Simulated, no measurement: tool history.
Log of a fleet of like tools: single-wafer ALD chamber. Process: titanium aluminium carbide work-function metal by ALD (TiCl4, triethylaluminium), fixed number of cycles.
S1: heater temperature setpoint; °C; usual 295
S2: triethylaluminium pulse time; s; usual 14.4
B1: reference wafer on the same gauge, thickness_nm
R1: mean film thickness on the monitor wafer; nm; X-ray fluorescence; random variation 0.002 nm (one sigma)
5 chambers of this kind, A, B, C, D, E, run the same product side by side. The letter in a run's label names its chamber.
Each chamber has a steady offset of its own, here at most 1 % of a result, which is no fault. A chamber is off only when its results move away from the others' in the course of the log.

{"run": "1B", "day": 0.121, "S1": 295, "S2": 14.4, "B1": 2.1799, "R1": 2.0037}
{"run": "2C", "day": 0.258, "S1": 295, "S2": 14.4, "B1": 2.1797, "R1": 2.0028}
{"run": "3D", "day": 0.396, "S1": 295, "S2": 14.4, "B1": 2.1799, "R1": 1.9956}
{"run": "4A", "day": 0.512, "S1": 295, "S2": 14.4, "B1": 2.1787, "R1": 2.0057}
{"run": "5E", "day": 0.633, "S1": 295, "S2": 14.4, "B1": 2.1783, "R1": 1.9931}
{"run": "6B", "day": 0.721, "S1": 286, "S2": 14.4, "B1": 2.1786, "R1": 1.9228}
{"run": "7D", "day": 0.812, "S1": 286, "S2": 14.4, "B1": 2.1781, "R1": 1.9149}
{"run": "8C", "day": 0.967, "S1": 286, "S2": 14.4, "B1": 2.1777, "R1": 1.926}
{"run": "9A", "day": 1.15, "S1": 286, "S2": 14.4, "B1": 2.1771, "R1": 1.9293}
{"run": "10E", "day": 1.271, "S1": 286, "S2": 14.4, "B1": 2.1779, "R1": 1.911}
{"run": "11D", "day": 1.371, "S1": 295, "S2": 14.4, "B1": 2.1777, "R1": 1.9917}
{"run": "12E", "day": 1.467, "S1": 295, "S2": 14.4, "B1": 2.1766, "R1": 1.9908}
{"run": "13A", "day": 1.612, "S1": 295, "S2": 14.4, "B1": 2.1771, "R1": 2.0074}
{"run": "14C", "day": 1.738, "S1": 295, "S2": 14.4, "B1": 2.1763, "R1": 2.004}
{"run": "15B", "day": 1.879, "S1": 295, "S2": 14.4, "B1": 2.1765, "R1": 2.0009}
{"run": "16A", "day": 1.983, "S1": 295, "S2": 14.4, "B1": 2.1766, "R1": 2.0021}
{"run": "17E", "day": 2.067, "S1": 295, "S2": 14.4, "B1": 2.1756, "R1": 1.9924}
{"run": "18D", "day": 2.196, "S1": 295, "S2": 14.4, "B1": 2.1757, "R1": 1.9927}
{"run": "19C", "day": 2.375, "S1": 295, "S2": 14.4, "B1": 2.1753, "R1": 1.9984}
{"run": "20B", "day": 2.458, "S1": 295, "S2": 14.4, "B1": 2.1749, "R1": 1.9979}
{"run": "21A", "day": 2.583, "S1": 295, "S2": 14.4, "B1": 2.1748, "R1": 2.0046}
{"run": "22E", "day": 2.758, "S1": 295, "S2": 14.4, "B1": 2.1742, "R1": 1.989}
{"run": "23D", "day": 2.867, "S1": 295, "S2": 14.4, "B1": 2.1736, "R1": 1.9894}
{"run": "24C", "day": 2.983, "S1": 295, "S2": 14.4, "B1": 2.1744, "R1": 1.9986}
{"run": "25B", "day": 3.092, "S1": 295, "S2": 14.4, "B1": 2.1737, "R1": 1.9956}
{"run": "26A", "day": 3.233, "S1": 295, "S2": 14.4, "B1": 2.1732, "R1": 2.0015}
{"run": "27B", "day": 3.396, "S1": 295, "S2": 14.4, "B1": 2.1726, "R1": 1.9975}
{"run": "28E", "day": 3.525, "S1": 295, "S2": 14.4, "B1": 2.1726, "R1": 1.9898}
{"run": "29D", "day": 3.625, "S1": 295, "S2": 14.4, "B1": 2.1726, "R1": 1.9882}
{"run": "30C", "day": 3.704, "S1": 295, "S2": 14.4, "B1": 2.1728, "R1": 2.0013}
{"run": "31A", "day": 3.829, "S1": 295, "S2": 10.47, "B1": 2.1722, "R1": 1.9617}
{"run": "32E", "day": 4.008, "S1": 295, "S2": 10.47, "B1": 2.172, "R1": 1.9478}
{"run": "33B", "day": 4.15, "S1": 295, "S2": 10.47, "B1": 2.1719, "R1": 1.9536}
{"run": "34C", "day": 4.258, "S1": 295, "S2": 10.47, "B1": 2.1714, "R1": 1.9524}
{"run": "35D", "day": 4.367, "S1": 295, "S2": 10.47, "B1": 2.1713, "R1": 1.9485}

All 5 chambers run these settings next. Forecast each chamber's results:
{"run": "36A", "day": 4.5, "S1": 295, "S2": 14.4, "R1": "?"}
{"run": "36B", "day": 4.5, "S1": 295, "S2": 14.4, "R1": "?"}
{"run": "36C", "day": 4.5, "S1": 295, "S2": 14.4, "R1": "?"}
{"run": "36D", "day": 4.5, "S1": 295, "S2": 14.4, "R1": "?"}
{"run": "36E", "day": 4.5, "S1": 295, "S2": 14.4, "R1": "?"}

run=36A R1=2.0017
run=36B R1=1.9931
run=36C R1=1.9953
run=36D R1=1.9889
run=36E R1=1.9873
